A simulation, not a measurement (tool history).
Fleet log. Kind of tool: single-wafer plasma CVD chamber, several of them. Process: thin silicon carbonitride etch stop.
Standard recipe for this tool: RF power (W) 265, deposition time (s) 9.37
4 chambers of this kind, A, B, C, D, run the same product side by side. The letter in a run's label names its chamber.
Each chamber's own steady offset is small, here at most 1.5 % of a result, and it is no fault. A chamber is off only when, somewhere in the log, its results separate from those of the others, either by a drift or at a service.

run	hour	RF power (W)	deposition time (s)	hours since the last thermocouple change	hours since the last RF generator calibration	read-back reference wafer on the same gauge, thickness_nm	mean film thickness on the monitor wafer (nm)
1C	10.1	265	9.37	1594.2	941.9	6.2992	5.8098
2B	15.8	265	9.37	2023.1	1056	6.2992	5.8157
3D	26.4	265	9.37	1035.7	683.1	6.3019	5.7561
# hour 32: chamber A: thermocouple changed; heater temperature recalibrated
4A	36.5	265	9.37	4.6	237	6.2986	5.8029
5C	41.8	230	10.45	1625.9	973.6	6.2968	6.2178
6D	49.1	230	10.45	1058.4	705.8	6.2973	6.1532
7B	59.7	230	10.45	2067	1099.9	6.2971	6.193
8A	68	230	10.45	36.1	268.5	6.2983	6.1693
9C	74.6	265	10.82	1658.7	1006.4	6.2979	6.683
10B	80	265	10.82	2087.3	1120.2	6.2968	6.7259
11A	89.4	265	10.82	57.5	289.9	6.3003	6.6708
12D	96.4	265	10.82	1105.7	753.1	6.2971	6.6265
13D	103.9	265	9.37	1113.2	760.6	6.2976	5.7618
14C	113.9	265	9.37	1698	1045.7	6.3001	5.8019
15A	125.3	265	9.37	93.4	325.8	6.3033	5.7815
16B	136.6	265	9.37	2143.9	1176.8	6.3004	5.777
17D	147.6	290	10.49	1156.9	804.3	6.2996	6.6074
18A	156.2	290	10.49	124.3	356.7	6.2982	6.619
19C	162.7	290	10.49	1746.8	1094.5	6.3	6.6997
20B	172.7	290	10.49	2180	1212.9	6.3027	6.6565
21A	181.4	265	9.37	149.5	381.9	6.2985	5.7806
# hour 187.9: chamber B: thermocouple changed; heater temperature recalibrated
22B	189.9	265	9.37	2	1230.1	6.2971	5.7624
# hour 199.2: chamber B: RF generator calibrated
23C	199.7	310	10.75	1783.8	1131.5	6.2992	6.9783
24D	204.8	310	10.75	1214.1	861.5	6.2982	6.8995
25B	212.2	310	10.75	24.3	13.1	6.3006	6.9668
26A	218.8	310	10.75	186.9	419.3	6.3003	6.9539
27D	228.3	265	9.37	1237.6	885	6.3008	5.7321
28C	237.6	265	9.37	1821.7	1169.4	6.299	5.8272
29C	249.1	265	9.37	1833.2	1180.9	6.3024	5.828
30B	254.5	265	9.37	66.6	55.4	6.2951	5.7939
31A	265.9	245	10.72	234	466.4	6.2985	6.4723
32D	276	245	10.72	1285.3	932.7	6.3021	6.4457
33A	286.8	245	10.72	254.9	487.3	6.3017	6.4774
34B	296.7	245	10.72	108.8	97.6	6.2997	6.4766
35C	303.2	265	9.37	1887.3	1235	6.2983	5.8028
36D	312.7	265	9.37	1322	969.4	6.3011	5.7627
37A	318.1	265	9.37	286.2	518.6	6.2976	5.7833
38C	329.5	265	9.37	1913.6	1261.3	6.3007	5.8265
39B	335.1	265	9.37	147.2	136	6.3002	5.7903

Predict what each chamber gives when all 4 of them run the settings below next.
40A	343.5	235	9.37				?
40B	343.5	235	9.37				?
40C	343.5	235	9.37				?
40D	343.5	235	9.37				?

run	mean film thickness on the monitor wafer (nm)
40A	5.5726
40B	5.5722
40C	5.6126
40D	5.543

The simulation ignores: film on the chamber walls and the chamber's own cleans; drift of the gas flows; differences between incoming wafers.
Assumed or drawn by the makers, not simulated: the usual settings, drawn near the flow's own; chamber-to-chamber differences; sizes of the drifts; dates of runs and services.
